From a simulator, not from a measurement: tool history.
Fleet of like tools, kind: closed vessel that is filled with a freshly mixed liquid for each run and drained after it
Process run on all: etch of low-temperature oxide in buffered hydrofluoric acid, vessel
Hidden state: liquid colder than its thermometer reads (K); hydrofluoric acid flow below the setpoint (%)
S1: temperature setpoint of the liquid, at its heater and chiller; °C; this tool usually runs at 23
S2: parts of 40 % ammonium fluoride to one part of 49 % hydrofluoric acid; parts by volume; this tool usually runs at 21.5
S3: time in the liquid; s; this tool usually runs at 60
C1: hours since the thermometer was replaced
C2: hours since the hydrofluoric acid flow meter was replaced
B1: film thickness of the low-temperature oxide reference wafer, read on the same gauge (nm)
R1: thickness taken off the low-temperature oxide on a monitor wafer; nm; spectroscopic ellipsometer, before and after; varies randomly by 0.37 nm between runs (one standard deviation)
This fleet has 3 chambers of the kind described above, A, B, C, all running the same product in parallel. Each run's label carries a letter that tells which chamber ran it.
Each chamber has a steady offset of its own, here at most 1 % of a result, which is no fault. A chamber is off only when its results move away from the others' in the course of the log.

run	hour	S1	S2	S3	C1	C2	B1	R1
1B	5.9	23	21.5	60	264.5	140.8	60.016	85.377
2A	11.8	23	21.5	60	1572	449.8	59.986	86.562
3C	18.8	23	21.5	60	1324.7	690.1	60.001	85.235
4A	28.7	23	21.5	60	1588.9	466.7	59.974	85.759
5B	36.4	23	21.5	60	295	171.3	60.016	85.707
6C	42.2	23	21.5	60	1348.1	713.5	59.986	85.064
7B	50.5	23	21.5	60	309.1	185.4	59.919	85.457
8A	61.1	23	21.5	60	1621.3	499.1	60.012	85.482
9C	71.5	23	21.5	60	1377.4	742.8	59.989	85.191
10B	81.5	23	21.5	60	340.1	216.4	59.992	86.214
11C	87.3	23	21.5	60	1393.2	758.6	60.014	85.211
12A	96.1	23	21.5	60	1656.3	534.1	59.973	84.947
13A	105	24.5	21.5	60	1665.2	543	59.999	92.859
14B	112.2	24.5	21.5	60	370.8	247.1	59.96	93.538
15C	121.4	24.5	21.5	60	1427.3	792.7	59.967	92.642
16B	126.2	26.5	21.5	60	384.8	261.1	60.008	104.95
17A	134.3	26.5	21.5	60	1694.5	572.3	59.982	102.66
# hour 134.4: chamber A: thermometer replaced
18C	145.2	26.5	21.5	60	1451.1	816.5	60.011	103.55
19A	152.8	23	21.5	60	18.4	590.8	59.99	84.706
20C	161.9	23	21.5	60	1467.8	833.2	59.942	85.114
21B	167.6	23	16	60	426.2	302.5	60.02	112.9
22B	173.4	23	16	60	432	308.3	59.977	111.59
23C	180.4	23	16	60	1486.3	851.7	60.016	111.95
24A	187.8	23	21.5	60	53.4	625.8	60.012	84.543
25B	193	23	21.5	60	451.6	327.9	60.039	86.132
26A	199.7	23	21.5	60	65.3	637.7	60.009	84.72
27C	208.8	23	21.5	60	1514.7	880.1	59.992	84.774
28C	217.5	23	15.5	60	1523.4	888.8	60	116.82
29B	225.7	23	15.5	60	484.3	360.6	59.991	115.88
30A	233.3	23	15.5	60	98.9	671.3	60.001	111.79
31C	242.1	23	21.5	60	1548	913.4	59.942	85.142
32B	250.6	23	21.5	60	509.2	385.5	60.056	85.779

Decide between three cases: one chamber stands off from its peers, the gauge reading all wafers drifts, or nothing is wrong past each chamber's small offset. Where a chamber is off, say which and what most likely put it there.

It is chamber A that slowly wanders off from its peers.
Likeliest cause: hydrofluoric acid flow below the setpoint (%) = 4.79.

Below are 4 candidate recipes for chamber A's next run, each the usual settings with a change, their results shown as question marks. Which of them brings A's results back in line with what the other chambers give on the usual settings?
Counts as in line when no further than this from what the other chambers average on the usual settings: R1 1.3 nm
33A-1	258.5	23.5	20.5	60				?
33A-2	258.5	22.5	22.5	60				?
33A-3	258.5	23	22.5	60				?
33A-4	258.5	23	20.5	60				?

On the usual settings, the other chambers give on average: R1 85.549 nm
run	R1
33A-1	88.453
33A-2	78.523
33A-3	80.723
33A-4	86.005
It is 33A-4 that realigns the chamber with its peers.

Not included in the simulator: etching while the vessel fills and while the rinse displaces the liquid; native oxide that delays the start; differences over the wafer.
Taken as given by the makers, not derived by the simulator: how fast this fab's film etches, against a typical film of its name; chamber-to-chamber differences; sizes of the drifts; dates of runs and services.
